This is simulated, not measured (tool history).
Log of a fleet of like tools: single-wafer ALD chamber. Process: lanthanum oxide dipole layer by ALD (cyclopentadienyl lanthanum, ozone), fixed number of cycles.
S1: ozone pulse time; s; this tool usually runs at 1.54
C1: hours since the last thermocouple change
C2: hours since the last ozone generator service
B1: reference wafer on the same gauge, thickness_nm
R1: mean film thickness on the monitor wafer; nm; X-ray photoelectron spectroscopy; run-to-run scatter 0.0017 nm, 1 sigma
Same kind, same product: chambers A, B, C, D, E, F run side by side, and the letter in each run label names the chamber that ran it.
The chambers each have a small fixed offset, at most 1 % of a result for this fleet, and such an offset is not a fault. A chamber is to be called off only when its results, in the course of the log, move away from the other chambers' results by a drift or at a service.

run,day,S1,C1,C2,B1,R1
1E,0.650,1.54,614.9,856.4,0.54270,0.55168
2C,0.975,1.54,1099.4,765.3,0.54288,0.55682
3F,1.388,1.54,2939.2,346.8,0.54281,0.55025
4B,1.708,1.54,231.8,1494.9,0.54284,0.55140
5A,2.342,1.54,761.9,281.7,0.54314,0.55073
6D,2.971,1.54,940.8,871.8,0.54282,0.55020
7A,3.633,1.54,792.9,312.7,0.54314,0.54995
8E,4.262,1.54,701.6,943.1,0.54331,0.55105
9C,4.650,1.54,1187.6,853.5,0.54281,0.55702
# day 4.762: chamber D: thermocouple changed; heater temperature recalibrated
10D,5.125,1.54,8.7,923.5,0.54293,0.54854
# day 5.267: chamber F: thermocouple changed; heater temperature recalibrated
11B,5.625,1.54,325.8,1588.9,0.54286,0.55258
12F,5.933,1.54,16.1,455.9,0.54321,0.54998
13B,6.271,1.54,341.3,1604.4,0.54323,0.55333
14A,6.567,1.54,863.3,383.1,0.54317,0.54864
15C,7.238,1.54,1249.7,915.6,0.54329,0.55580
16F,7.717,1.54,58.9,498.7,0.54303,0.54948
17D,8.096,1.02,80.0,994.8,0.54302,0.50219
18E,8.592,1.02,805.5,1047.0,0.54327,0.50246
19C,9.079,1.02,1293.9,959.8,0.54268,0.50498
20E,9.483,1.02,826.9,1068.4,0.54249,0.50162
21B,9.792,1.02,425.8,1688.9,0.54307,0.50222
# day 10.238: chamber D: ozone generator serviced
22A,10.446,1.02,956.4,476.2,0.54318,0.50085
23F,10.821,1.95,133.4,573.2,0.54299,0.56736
# day 11.000: chamber B: ozone generator serviced
24D,11.267,1.95,156.1,24.8,0.54313,0.56580
25A,11.875,1.95,990.7,510.5,0.54333,0.56891
26C,12.171,1.95,1368.1,1034.0,0.54338,0.56543
# day 12.462: chamber C: thermocouple changed; heater temperature recalibrated
27B,12.783,1.95,497.6,42.8,0.54324,0.56898
28F,13.225,1.95,191.1,630.9,0.54294,0.56761
29E,13.812,1.54,930.8,1172.3,0.54301,0.55264
30D,14.212,1.54,226.8,95.5,0.54306,0.55161
31E,14.771,1.54,953.8,1195.3,0.54314,0.55243
32A,15.442,1.54,1076.3,596.1,0.54336,0.55005
# day 15.517: chamber C: ozone generator serviced
33D,15.908,1.54,267.5,136.2,0.54297,0.54545
34F,16.404,1.54,267.4,707.2,0.54296,0.55126
35C,16.788,1.54,103.9,30.5,0.54263,0.55662
36B,17.217,1.54,604.0,149.2,0.54272,0.55252

Has any chamber moved away from the others, gradually or after a service, or does the common gauge drift, or do the chambers differ only by their own small steady offsets? State the chamber and the most likely cause if one applies.

No chamber stands off beyond its own small offset, and the gauge holds steady.
